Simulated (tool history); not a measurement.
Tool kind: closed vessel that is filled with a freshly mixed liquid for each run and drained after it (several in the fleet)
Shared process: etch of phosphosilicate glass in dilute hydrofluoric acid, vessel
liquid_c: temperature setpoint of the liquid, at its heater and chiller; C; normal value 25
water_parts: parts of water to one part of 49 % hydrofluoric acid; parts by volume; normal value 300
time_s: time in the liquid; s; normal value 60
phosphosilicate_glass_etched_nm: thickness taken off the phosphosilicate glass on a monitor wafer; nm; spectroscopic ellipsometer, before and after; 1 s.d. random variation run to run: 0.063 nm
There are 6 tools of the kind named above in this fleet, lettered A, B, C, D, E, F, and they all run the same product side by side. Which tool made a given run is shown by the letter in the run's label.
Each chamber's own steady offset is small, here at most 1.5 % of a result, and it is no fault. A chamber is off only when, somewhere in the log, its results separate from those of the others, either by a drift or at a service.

run   hour  liquid_c  water_parts  time_s  hours since the thermometer was replaced  hours since the hydrofluoric acid flow meter was replaced  read-back film thickness of the phosphosilicate glass reference wafer, read on the same gauge (nm)  phosphosilicate_glass_etched_nm
 1C    2.4        25          300      60                                     732.5                                                      696.9                                                                                              40.009                            9.974
 2E    6.2        25          300      60                                    2348.2                                                     1180.4                                                                                              39.991                           9.7825
 3A    9.4        25          300      60                                    1011.6                                                     1005.5                                                                                              39.989                           10.143
 4B   12.8        25          300      60                                    1196.3                                                      580.1                                                                                              39.982                           9.9606
 5F   15.8        25          300      60                                     727.8                                                      567.8                                                                                              39.947                            9.959
 6D   20.9        25          300      60                                     944.5                                                     1068.3                                                                                              40.026                           10.053
 7F   25.9        25          300      60                                     737.9                                                      577.9                                                                                              39.982                           9.9705
 8D   30.4        25          300      60                                       954                                                     1077.8                                                                                              39.981                           10.048
 9E   32.6        25          375      60                                    2374.6                                                     1206.8                                                                                              39.996                            7.352
10A   35.8        25          375      60                                      1038                                                     1031.9                                                                                              39.949                           7.5023
11C   40.9        25          375      60                                       771                                                      735.4                                                                                              40.022                           7.4122
12B   44.7        25          375      60                                    1228.2                                                        612                                                                                              39.994                           7.5342
13E   49.1        25          375      60                                    2391.1                                                     1223.3                                                                                              39.976                           7.3413
14F   52.6        25          375      60                                     764.6                                                      604.6                                                                                              40.045                           7.4138
15D   56.2        25          300      60                                     979.8                                                     1103.6                                                                                               39.98                           10.073
16C   60.8        25          300      60                                     790.9                                                      755.3                                                                                              39.986                           10.003
17A   64.7        25          300      60                                    1066.9                                                     1060.8                                                                                              40.028                           10.213
18B   69.3        22          190      60                                    1252.8                                                      636.6                                                                                              39.978                           15.867
19E   71.7        22          190      60                                    2413.7                                                     1245.9                                                                                              40.033                           15.773
20D   76.5        22          190      60                                    1000.1                                                     1123.9                                                                                               39.98                           15.848
21A   79.1        22          190      60                                    1081.3                                                     1075.2                                                                                              40.031                           16.168
22F   83.3        22          190      60                                     795.3                                                      635.3                                                                                              40.011                           16.026
23C   87.6        22          190      60                                     817.7                                                      782.1                                                                                              39.944                           15.973
24B   90.6        25          300      60                                    1274.1                                                      657.9                                                                                              39.993                            10.03
25F   95.6        25          300      60                                     807.6                                                      647.6                                                                                              39.995                           10.051
26B  100.7        25          300      60                                    1284.2                                                        668                                                                                              40.035                           10.072
27E  103.2        25          300      60                                    2445.2                                                     1277.4                                                                                              39.992                           9.8619
28C  108.2        25          300      60                                     838.3                                                      802.7                                                                                              40.056                           9.9884
29D    112        25          300      60                                    1035.6                                                     1159.4                                                                                               39.99                           9.9744
       114  -- chamber E: thermometer replaced
30A  116.6        25          300      60                                    1118.8                                                     1112.7                                                                                              39.973                           10.212
31A  119.9        25          300      60                                    1122.1                                                       1116                                                                                              40.018                           10.215
32F  123.4        25          300      60                                     835.4                                                      675.4                                                                                               40.01                           10.089
33E  128.2        25          300      60                                      14.2                                                     1302.4                                                                                                  40                           9.8355
34C    131        25          300      60                                     861.1                                                      825.5                                                                                              40.034                           10.025
35D  134.8        25          300      90                                    1058.4                                                     1182.2                                                                                              39.969                           15.327
36B  139.1        25          300      90                                    1322.6                                                      706.4                                                                                               39.98                           15.114
37D  141.7        25          300      90                                    1065.3                                                     1189.1                                                                                              40.001                            15.23
38B  144.5        25          300      90                                      1328                                                      711.8                                                                                              40.025                           15.146
39A  149.1        25          300      90                                    1151.3                                                     1145.2                                                                                               39.98                           15.125
40E  154.2        25          300      90                                      40.2                                                     1328.4                                                                                              39.974                           14.906
41C  157.3        25          300      60                                     887.4                                                      851.8                                                                                              39.958                           10.007
42F  159.7        25          300      60                                     871.7                                                      711.7                                                                                              40.013                            9.919
43B  162.8        25          300      60                                    1346.3                                                      730.1                                                                                              40.007                           10.114

One chamber off, gauge drift, or nothing amiss beyond the chambers' own small offsets? If it is a chamber, which one, and what is the likeliest cause?

No chamber is off and the gauge is stable; the differences are just each chamber's small, constant offset.
